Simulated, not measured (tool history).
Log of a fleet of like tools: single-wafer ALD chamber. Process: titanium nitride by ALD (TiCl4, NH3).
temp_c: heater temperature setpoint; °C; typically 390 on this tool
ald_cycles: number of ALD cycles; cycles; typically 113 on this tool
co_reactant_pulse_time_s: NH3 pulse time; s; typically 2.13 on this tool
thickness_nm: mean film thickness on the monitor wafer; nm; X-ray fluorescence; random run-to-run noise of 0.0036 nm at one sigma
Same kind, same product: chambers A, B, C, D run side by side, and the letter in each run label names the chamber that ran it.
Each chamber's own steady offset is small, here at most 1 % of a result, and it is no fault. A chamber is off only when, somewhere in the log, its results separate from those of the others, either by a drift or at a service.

run	day	temp_c	ald_cycles	co_reactant_pulse_time_s	read-back reference wafer on the same gauge, thickness_nm	thickness_nm
1C	0.204	390	113	2.13	2.1292	2.4673
2B	0.417	390	113	2.13	2.1299	2.4785
3D	0.592	390	113	2.13	2.1292	2.4796
4A	0.783	390	113	2.13	2.1291	2.4625
5A	0.938	390	113	2.13	2.129	2.463
6C	1.162	390	113	1.79	2.1278	2.4341
7B	1.367	390	113	1.79	2.127	2.4538
8D	1.508	390	113	1.79	2.1278	2.4551
9C	1.642	390	113	1.79	2.1277	2.4377
10D	1.767	390	113	2.13	2.1267	2.4768
11B	1.917	390	113	2.13	2.1265	2.4769
12A	2.133	390	113	2.13	2.1262	2.4653
13B	2.325	398	113	2.64	2.1259	2.5141
14D	2.462	398	113	2.64	2.1252	2.5132
15C	2.675	398	113	2.64	2.1256	2.494
16A	2.812	398	113	2.64	2.1247	2.4925
17A	2.946	384	113	2.13	2.1248	2.4397
18C	3.167	384	113	2.13	2.1244	2.4433
19B	3.329	384	113	2.13	2.1237	2.4539
20D	3.508	384	113	2.13	2.1232	2.4642
21A	3.692	381	113	2.13	2.1223	2.4298
22B	3.896	381	113	2.13	2.1225	2.4464
# day 3.938: chamber B: thermocouple changed; heater temperature recalibrated
23C	4.021	381	113	2.13	2.1223	2.4303
24D	4.188	381	113	2.13	2.1221	2.4603
25D	4.325	390	113	2.13	2.122	2.4701
26B	4.5	382	126	2.13	2.1212	2.7316
27C	4.625	382	126	2.13	2.122	2.7188
28A	4.85	382	126	2.13	2.12	2.7149
29C	4.967	382	126	2.13	2.1207	2.716
30D	5.162	397	104	2.13	2.1209	2.2886
31A	5.288	397	104	2.13	2.1205	2.2692
32B	5.479	397	104	2.13	2.1198	2.2874
33D	5.675	397	104	2.13	2.1191	2.2839
34B	5.833	390	113	2.13	2.1192	2.4721
35A	6.012	390	113	2.13	2.1187	2.4468
36C	6.171	390	113	2.13	2.1187	2.4452
37B	6.35	390	113	2.13	2.1176	2.4612
38D	6.508	390	113	2.13	2.1189	2.463
39C	6.704	390	113	2.13	2.1179	2.4476

Is one chamber out of step, is the gauge drifting, or do the chambers differ by no more than their own small offsets? For an off chamber, give its letter and the likeliest cause.

Every chamber seems to shift together because the gauge that measures them all drifts; the chambers themselves are fine.
Cause: gauge reads low (%) = 0.591.
